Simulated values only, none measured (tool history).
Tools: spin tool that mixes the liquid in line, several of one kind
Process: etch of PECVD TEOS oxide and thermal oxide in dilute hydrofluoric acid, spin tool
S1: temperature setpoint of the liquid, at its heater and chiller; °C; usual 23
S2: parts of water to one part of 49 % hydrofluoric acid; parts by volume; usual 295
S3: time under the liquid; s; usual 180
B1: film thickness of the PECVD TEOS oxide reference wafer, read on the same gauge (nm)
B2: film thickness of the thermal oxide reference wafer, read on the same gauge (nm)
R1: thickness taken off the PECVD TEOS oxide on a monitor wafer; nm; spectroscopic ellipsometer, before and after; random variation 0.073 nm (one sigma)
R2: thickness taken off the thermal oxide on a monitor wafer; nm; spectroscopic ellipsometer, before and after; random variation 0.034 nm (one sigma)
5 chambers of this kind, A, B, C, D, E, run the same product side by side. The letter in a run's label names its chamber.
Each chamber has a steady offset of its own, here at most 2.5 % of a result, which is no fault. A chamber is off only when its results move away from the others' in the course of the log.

run,day,S1,S2,S3,B1,B2,R1,R2
1D,0.158,23,295,180,139.99,50.01,8.608,2.2747
2B,0.362,23,295,180,140.01,49.995,8.6244,2.2831
3A,0.508,23,295,180,139.99,49.995,8.5994,2.2593
4C,0.642,23,295,180,140,49.992,8.6593,2.2716
5E,0.842,23,295,180,140,50,8.7661,2.3346
6D,1.012,23,295,180,140,49.981,8.6888,2.2664
7A,1.15,23,295,180,140.02,50.019,8.5472,2.2655
8C,1.288,23,295,180,140,50.003,8.7127,2.3019
9E,1.412,23,295,180,140.01,50.002,8.5804,2.3156
10B,1.608,23,295,180,139.99,49.985,8.6467,2.2784
11A,1.721,23,295,180,140.01,50.029,8.4758,2.2376
12E,1.929,26.5,410,180,140,49.96,6.301,1.699
13B,2.054,26.5,410,180,140.01,49.997,6.3778,1.6216
14C,2.158,26.5,410,180,140,50.005,6.2887,1.627
15D,2.321,26.5,410,180,140.02,49.997,6.2362,1.633
16A,2.429,26.5,410,180,140.01,50.035,6.3026,1.6549
17E,2.617,23,295,180,140.01,50.015,8.6922,2.3216
18C,2.8,23,295,180,140,50.026,8.8591,2.3316
19B,2.921,23,295,180,139.99,49.981,8.7785,2.2431
20D,3.117,23,295,180,140,50.013,8.7647,2.3411
21E,3.258,23,295,180,139.99,50.011,8.7066,2.4166
22C,3.467,23,375,180,140,50.007,6.5836,1.6977
23A,3.662,23,375,180,139.99,49.996,6.1829,1.7053
24D,3.767,23,375,180,140,50.013,6.3555,1.6685
25B,3.988,23,375,180,139.99,50.022,6.359,1.6579
26D,4.121,23,375,180,140,49.976,6.3893,1.6898
27B,4.342,23,295,180,140,49.998,8.6336,2.2882
28E,4.517,23,295,180,140,49.973,8.6317,2.3323
29A,4.633,23,295,180,140,50,8.6576,2.3025
30C,4.842,23,205,180,139.98,49.985,14.257,3.7411
31D,4.95,23,205,180,140.01,50.007,13.486,3.5253
32C,5.15,23,205,180,140.02,49.984,14.489,3.8032
33E,5.267,23,205,180,140.03,50.027,13.846,3.7149
34A,5.404,23,205,180,140,50.01,13.384,3.5203
35B,5.533,23,295,180,140.01,49.997,8.6299,2.3186

Is one chamber off against the others, does the gauge drift, or is nothing wrong? If a chamber is off, say which, and what the likeliest cause is.

Chamber C drifts away from the others.
Cause: hydrofluoric acid flow above the setpoint (%) = 4.94.
The log may not tell that from: liquid hotter than its thermometer reads (K).

Here are 4 candidates for chamber C's next run, each the usual settings with a change, their results left as question marks. Which one brings its results back in line with what the others give on the usual settings?
In line means no further than this from the other chambers' mean on the usual settings: R1 0.26 nm; R2 0.12 nm
36C-1,5.7,23,310,170,,,?,?
36C-2,5.7,23,280,190,,,?,?
36C-3,5.7,23,290,185,,,?,?
36C-4,5.7,23,300,175,,,?,?

The other chambers' mean on the usual settings: R1 8.6672 nm; R2 2.2773 nm
run,R1,R2
36C-1,8.1131,2.16
36C-2,10.339,2.7527
36C-3,9.6239,2.5622
36C-4,8.7141,2.32
36C-4 brings the chamber back in line.

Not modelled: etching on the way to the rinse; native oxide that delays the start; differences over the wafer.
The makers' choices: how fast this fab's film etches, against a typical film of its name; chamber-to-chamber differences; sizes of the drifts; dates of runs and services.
